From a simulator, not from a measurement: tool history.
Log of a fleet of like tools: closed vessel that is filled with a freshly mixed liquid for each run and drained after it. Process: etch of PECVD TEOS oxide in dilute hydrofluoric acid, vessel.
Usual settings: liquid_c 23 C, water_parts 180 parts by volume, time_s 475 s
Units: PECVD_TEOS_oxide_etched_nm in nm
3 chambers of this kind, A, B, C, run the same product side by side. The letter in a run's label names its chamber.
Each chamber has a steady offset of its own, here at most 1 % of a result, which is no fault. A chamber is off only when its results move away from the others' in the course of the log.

run     day  liquid_c  water_parts  time_s  hours since the thermometer was replaced  hours since the hydrofluoric acid flow meter was replaced  read-back film thickness of the PECVD TEOS oxide reference wafer, read on the same gauge (nm)  PECVD_TEOS_oxide_etched_nm
 1A   0.229        23          180     475                                      18.6                                                     1036.4                                                                                         50.017                      38.775
 2C   0.621        23          180     475                                     511.5                                                      246.4                                                                                          49.98                      38.871
 3B   1.033        23          180     475                                    1391.6                                                       88.9                                                                                         49.985                      39.117
 4C   1.492        23          180     475                                     532.4                                                      267.3                                                                                         50.011                      38.996
 5A   1.867        23          180     475                                      57.9                                                     1075.7                                                                                         49.999                      38.955
 6B     2.3        23          180     475                                      1422                                                      119.3                                                                                         50.024                      39.178
 7C   2.742      25.5          255     475                                     562.4                                                      297.3                                                                                         49.943                      27.754
 8A   3.212      25.5          255     475                                      90.2                                                       1108                                                                                         50.033                      27.716
 9B     3.6      25.5          255     475                                    1453.2                                                      150.5                                                                                         49.975                       27.82
10B   4.108        23          180     475                                    1465.4                                                      162.7                                                                                         50.007                      39.115
11A   4.629        23          180     475                                     124.2                                                       1142                                                                                         49.959                      38.861
12C       5        23          180     475                                     616.6                                                      351.5                                                                                         49.969                      39.002
13A   5.483        23          180     475                                     144.7                                                     1162.5                                                                                         49.981                      38.996
14B   5.888        23          180     475                                    1508.1                                                      205.4                                                                                         50.024                      39.062
15C    6.25        23          180     475                                     646.6                                                      381.5                                                                                          49.98                      38.923
16B   6.504        23          180     475                                    1522.9                                                      220.2                                                                                         49.961                      39.197
17C   7.021        23          180     475                                     665.1                                                        400                                                                                         49.954                      39.103
18A   7.483        23          180     475                                     192.7                                                     1210.5                                                                                         50.002                      39.071
19C   7.908        23          180     475                                     686.4                                                      421.3                                                                                             50                      38.898
20B    8.35        23          180     475                                    1567.2                                                      264.5                                                                                         50.019                      38.967
21A   8.767      25.5          180     730                                     223.5                                                     1241.3                                                                                         50.013                       65.47
22C   9.121      25.5          180     730                                     715.5                                                      450.4                                                                                         50.029                      65.626
23B   9.504      25.5          180     730                                    1594.9                                                      292.2                                                                                         50.036                      66.148
24A   9.996        23          125     475                                       253                                                     1270.8                                                                                         50.047                      60.196
25C  10.358        23          125     475                                     745.2                                                      480.1                                                                                         50.027                      59.819
26A  10.788        23          125     475                                       272                                                     1289.8                                                                                         50.011                      60.041
27B  11.296        23          180     475                                    1637.9                                                      335.2                                                                                         49.951                      39.087
28B  11.671        23          180     475                                    1646.9                                                      344.2                                                                                         50.026                      39.047
29C  11.942        23          180     475                                     783.2                                                      518.1                                                                                         50.008                      39.114
30A  12.204        23          180     475                                       306                                                     1323.8                                                                                         49.979                       38.79
31A  12.712        23          180     475                                     318.2                                                       1336                                                                                         49.991                      38.963
32B    13.2        23          180     475                                    1683.6                                                      380.9                                                                                         49.988                      39.138
33C  13.479        23          180     475                                     820.1                                                        555                                                                                          50.02                      38.859
34C  13.954      19.5          180     665                                     831.5                                                      566.4                                                                                         49.951                      47.322
35B  14.454      19.5          180     665                                    1713.7                                                        411                                                                                         49.949                      47.807
36A  14.746      19.5          180     665                                       367                                                     1384.8                                                                                         49.998                      47.845
37C  15.083        20          180     475                                     858.6                                                      593.5                                                                                         50.024                      34.573
38A  15.592        20          180     475                                     387.3                                                     1405.1                                                                                         50.031                      34.742
39B   15.85        20          180     475                                    1747.2                                                      444.5                                                                                         49.996                      34.889
40B  16.204        26          180     475                                    1755.7                                                        453                                                                                         50.017                      44.014
41C  16.692        26          180     475                                     897.2                                                      632.1                                                                                         49.959                      43.535
42A  16.962        26          180     475                                     420.2                                                       1438                                                                                         49.969                      43.611

Next, every chamber runs the same settings. What will each give?
43A  17.338        23          180     475                                                                                                                                                                                                                               ?
43B  17.338        23          180     475                                                                                                                                                                                                                               ?
43C  17.338        23          180     475                                                                                                                                                                                                                               ?

run  PECVD_TEOS_oxide_etched_nm
43A                       39.05
43B                      39.411
43C                      39.064
